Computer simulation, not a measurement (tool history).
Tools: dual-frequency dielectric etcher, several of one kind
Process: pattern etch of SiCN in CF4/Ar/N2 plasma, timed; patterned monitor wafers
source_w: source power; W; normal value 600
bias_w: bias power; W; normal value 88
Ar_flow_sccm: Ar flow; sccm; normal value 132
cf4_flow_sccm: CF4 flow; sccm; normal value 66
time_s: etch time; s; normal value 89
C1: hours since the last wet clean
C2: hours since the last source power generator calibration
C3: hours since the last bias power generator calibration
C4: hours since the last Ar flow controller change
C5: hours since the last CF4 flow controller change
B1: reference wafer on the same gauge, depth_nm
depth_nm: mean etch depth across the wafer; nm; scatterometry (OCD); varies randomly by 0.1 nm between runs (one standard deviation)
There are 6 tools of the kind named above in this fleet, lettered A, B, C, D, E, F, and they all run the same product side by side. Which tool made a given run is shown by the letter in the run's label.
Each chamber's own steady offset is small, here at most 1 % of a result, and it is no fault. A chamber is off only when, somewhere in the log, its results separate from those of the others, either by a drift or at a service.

run 1C hour=10.4 | source_w=600 bias_w=88 Ar_flow_sccm=132 cf4_flow_sccm=66 time_s=89 | C1=430.4 C2=2327.3 C3=1747.4 C4=1014.9 C5=430.0 | B1=102.99 | depth_nm=100.940
run 2F hour=20.3 | source_w=600 bias_w=88 Ar_flow_sccm=132 cf4_flow_sccm=66 time_s=89 | C1=425.6 C2=71.7 C3=927.0 C4=3752.6 C5=4343.2 | B1=102.97 | depth_nm=101.070
run 3D hour=32.7 | source_w=600 bias_w=88 Ar_flow_sccm=132 cf4_flow_sccm=66 time_s=89 | C1=229.4 C2=643.4 C3=2015.1 C4=806.2 C5=2377.5 | B1=102.94 | depth_nm=101.340
run 4A hour=39.4 | source_w=600 bias_w=88 Ar_flow_sccm=132 cf4_flow_sccm=66 time_s=89 | C1=557.5 C2=771.4 C3=1357.8 C4=1106.9 C5=2458.1 | B1=102.98 | depth_nm=99.844
run 5B hour=46.4 | source_w=600 bias_w=88 Ar_flow_sccm=132 cf4_flow_sccm=66 time_s=89 | C1=519.7 C2=303.1 C3=2853.8 C4=2800.3 C5=2680.4 | B1=102.94 | depth_nm=100.130
run 6E hour=52.4 | source_w=600 bias_w=88 Ar_flow_sccm=132 cf4_flow_sccm=66 time_s=89 | C1=117.5 C2=1686.3 C3=1833.8 C4=3352.5 C5=2757.0 | B1=102.93 | depth_nm=100.290
-- hour=59.9 chamber C: wet clean of the chamber
run 7F hour=64.2 | source_w=600 bias_w=88 Ar_flow_sccm=132 cf4_flow_sccm=66 time_s=89 | C1=469.5 C2=115.6 C3=970.9 C4=3796.5 C5=4387.1 | B1=102.92 | depth_nm=100.860
run 8A hour=75.8 | source_w=600 bias_w=88 Ar_flow_sccm=159 cf4_flow_sccm=80 time_s=89 | C1=593.9 C2=807.8 C3=1394.2 C4=1143.3 C5=2494.5 | B1=102.90 | depth_nm=99.925
run 9D hour=81.9 | source_w=600 bias_w=88 Ar_flow_sccm=159 cf4_flow_sccm=80 time_s=89 | C1=278.6 C2=692.6 C3=2064.3 C4=855.4 C5=2426.7 | B1=102.92 | depth_nm=101.370
-- hour=84.2 chamber A: wet clean of the chamber
run 10C hour=90.1 | source_w=600 bias_w=88 Ar_flow_sccm=159 cf4_flow_sccm=80 time_s=89 | C1=30.2 C2=2407.0 C3=1827.1 C4=1094.6 C5=509.7 | B1=102.90 | depth_nm=100.910
run 11B hour=102.8 | source_w=600 bias_w=88 Ar_flow_sccm=159 cf4_flow_sccm=80 time_s=89 | C1=576.1 C2=359.5 C3=2910.2 C4=2856.7 C5=2736.8 | B1=102.88 | depth_nm=100.210
run 12E hour=110.3 | source_w=600 bias_w=88 Ar_flow_sccm=159 cf4_flow_sccm=80 time_s=89 | C1=175.4 C2=1744.2 C3=1891.7 C4=3410.4 C5=2814.9 | B1=102.88 | depth_nm=100.340
run 13C hour=119.3 | source_w=600 bias_w=88 Ar_flow_sccm=159 cf4_flow_sccm=80 time_s=89 | C1=59.4 C2=2436.2 C3=1856.3 C4=1123.8 C5=538.9 | B1=102.87 | depth_nm=100.780
run 14B hour=126.7 | source_w=600 bias_w=88 Ar_flow_sccm=132 cf4_flow_sccm=66 time_s=89 | C1=600.0 C2=383.4 C3=2934.1 C4=2880.6 C5=2760.7 | B1=102.85 | depth_nm=99.995
run 15A hour=138.1 | source_w=600 bias_w=88 Ar_flow_sccm=132 cf4_flow_sccm=66 time_s=89 | C1=53.9 C2=870.1 C3=1456.5 C4=1205.6 C5=2556.8 | B1=102.84 | depth_nm=99.948
run 16D hour=149.7 | source_w=600 bias_w=88 Ar_flow_sccm=132 cf4_flow_sccm=66 time_s=89 | C1=346.4 C2=760.4 C3=2132.1 C4=923.2 C5=2494.5 | B1=102.83 | depth_nm=100.800
run 17F hour=160.8 | source_w=600 bias_w=88 Ar_flow_sccm=132 cf4_flow_sccm=66 time_s=89 | C1=566.1 C2=212.2 C3=1067.5 C4=3893.1 C5=4483.7 | B1=102.80 | depth_nm=101.030
run 18E hour=172.4 | source_w=600 bias_w=88 Ar_flow_sccm=132 cf4_flow_sccm=66 time_s=89 | C1=237.5 C2=1806.3 C3=1953.8 C4=3472.5 C5=2877.0 | B1=102.78 | depth_nm=100.290
run 19F hour=182.9 | source_w=600 bias_w=88 Ar_flow_sccm=132 cf4_flow_sccm=51 time_s=89 | C1=588.2 C2=234.3 C3=1089.6 C4=3915.2 C5=4505.8 | B1=102.80 | depth_nm=96.830
run 20B hour=193.7 | source_w=600 bias_w=88 Ar_flow_sccm=132 cf4_flow_sccm=51 time_s=89 | C1=667.0 C2=450.4 C3=3001.1 C4=2947.6 C5=2827.7 | B1=102.78 | depth_nm=95.989
run 21E hour=200.2 | source_w=600 bias_w=88 Ar_flow_sccm=132 cf4_flow_sccm=51 time_s=89 | C1=265.3 C2=1834.1 C3=1981.6 C4=3500.3 C5=2904.8 | B1=102.74 | depth_nm=96.267
run 22D hour=206.0 | source_w=600 bias_w=88 Ar_flow_sccm=132 cf4_flow_sccm=51 time_s=89 | C1=402.7 C2=816.7 C3=2188.4 C4=979.5 C5=2550.8 | B1=102.77 | depth_nm=96.930
run 23C hour=215.8 | source_w=600 bias_w=88 Ar_flow_sccm=132 cf4_flow_sccm=51 time_s=89 | C1=155.9 C2=2532.7 C3=1952.8 C4=1220.3 C5=635.4 | B1=102.75 | depth_nm=96.537
run 24A hour=226.3 | source_w=600 bias_w=88 Ar_flow_sccm=132 cf4_flow_sccm=51 time_s=89 | C1=142.1 C2=958.3 C3=1544.7 C4=1293.8 C5=2645.0 | B1=102.76 | depth_nm=95.866
-- hour=228.6 chamber B: wet clean of the chamber
run 25D hour=233.2 | source_w=600 bias_w=88 Ar_flow_sccm=132 cf4_flow_sccm=77 time_s=89 | C1=429.9 C2=843.9 C3=2215.6 C4=1006.7 C5=2578.0 | B1=102.71 | depth_nm=103.400
run 26A hour=245.0 | source_w=600 bias_w=88 Ar_flow_sccm=132 cf4_flow_sccm=77 time_s=89 | C1=160.8 C2=977.0 C3=1563.4 C4=1312.5 C5=2663.7 | B1=102.69 | depth_nm=102.050
run 27C hour=251.7 | source_w=600 bias_w=88 Ar_flow_sccm=132 cf4_flow_sccm=77 time_s=89 | C1=191.8 C2=2568.6 C3=1988.7 C4=1256.2 C5=671.3 | B1=102.74 | depth_nm=103.020
run 28E hour=259.4 | source_w=600 bias_w=88 Ar_flow_sccm=132 cf4_flow_sccm=77 time_s=89 | C1=324.5 C2=1893.3 C3=2040.8 C4=3559.5 C5=2964.0 | B1=102.72 | depth_nm=102.740
run 29F hour=269.4 | source_w=600 bias_w=88 Ar_flow_sccm=132 cf4_flow_sccm=77 time_s=89 | C1=674.7 C2=320.8 C3=1176.1 C4=4001.7 C5=4592.3 | B1=102.68 | depth_nm=103.160
run 30B hour=279.3 | source_w=600 bias_w=88 Ar_flow_sccm=132 cf4_flow_sccm=77 time_s=89 | C1=50.8 C2=536.0 C3=3086.7 C4=3033.2 C5=2913.3 | B1=102.70 | depth_nm=102.080
run 31F hour=287.4 | source_w=600 bias_w=88 Ar_flow_sccm=132 cf4_flow_sccm=66 time_s=89 | C1=692.7 C2=338.8 C3=1194.1 C4=4019.7 C5=4610.3 | B1=102.66 | depth_nm=100.850
run 32C hour=297.6 | source_w=460 bias_w=88 Ar_flow_sccm=132 cf4_flow_sccm=66 time_s=115 | C1=237.7 C2=2614.5 C3=2034.6 C4=1302.1 C5=717.2 | B1=102.67 | depth_nm=102.620
run 33B hour=304.2 | source_w=460 bias_w=88 Ar_flow_sccm=132 cf4_flow_sccm=66 time_s=115 | C1=75.7 C2=560.9 C3=3111.6 C4=3058.1 C5=2938.2 | B1=102.67 | depth_nm=102.310
-- hour=307.2 chamber D: wet clean of the chamber
run 34A hour=314.8 | source_w=460 bias_w=88 Ar_flow_sccm=132 cf4_flow_sccm=66 time_s=115 | C1=230.6 C2=1046.8 C3=1633.2 C4=1382.3 C5=2733.5 | B1=102.68 | depth_nm=101.990
-- hour=323.8 chamber F: wet clean of the chamber
run 35D hour=325.4 | source_w=460 bias_w=88 Ar_flow_sccm=132 cf4_flow_sccm=66 time_s=115 | C1=18.2 C2=936.1 C3=2307.8 C4=1098.9 C5=2670.2 | B1=102.60 | depth_nm=103.020
run 36E hour=333.5 | source_w=460 bias_w=88 Ar_flow_sccm=132 cf4_flow_sccm=66 time_s=115 | C1=398.6 C2=1967.4 C3=2114.9 C4=3633.6 C5=3038.1 | B1=102.60 | depth_nm=102.380
run 37B hour=339.7 | source_w=460 bias_w=88 Ar_flow_sccm=132 cf4_flow_sccm=66 time_s=115 | C1=111.2 C2=596.4 C3=3147.1 C4=3093.6 C5=2973.7 | B1=102.60 | depth_nm=102.170
run 38F hour=350.3 | source_w=600 bias_w=88 Ar_flow_sccm=132 cf4_flow_sccm=66 time_s=89 | C1=26.6 C2=401.7 C3=1257.0 C4=4082.6 C5=4673.2 | B1=102.61 | depth_nm=100.760
run 39A hour=360.1 | source_w=600 bias_w=88 Ar_flow_sccm=132 cf4_flow_sccm=66 time_s=89 | C1=275.9 C2=1092.1 C3=1678.5 C4=1427.6 C5=2778.8 | B1=102.57 | depth_nm=99.684

Does one chamber stand apart from the rest, does the shared gauge drift, or is all well apart from small per-chamber offsets? Give the chamber and the most likely cause, where there is one.

It is the gauge, not a chamber: its drift shows up in every chamber's results at once, and no chamber is off.
Cause: gauge reads low (%) = 0.416.
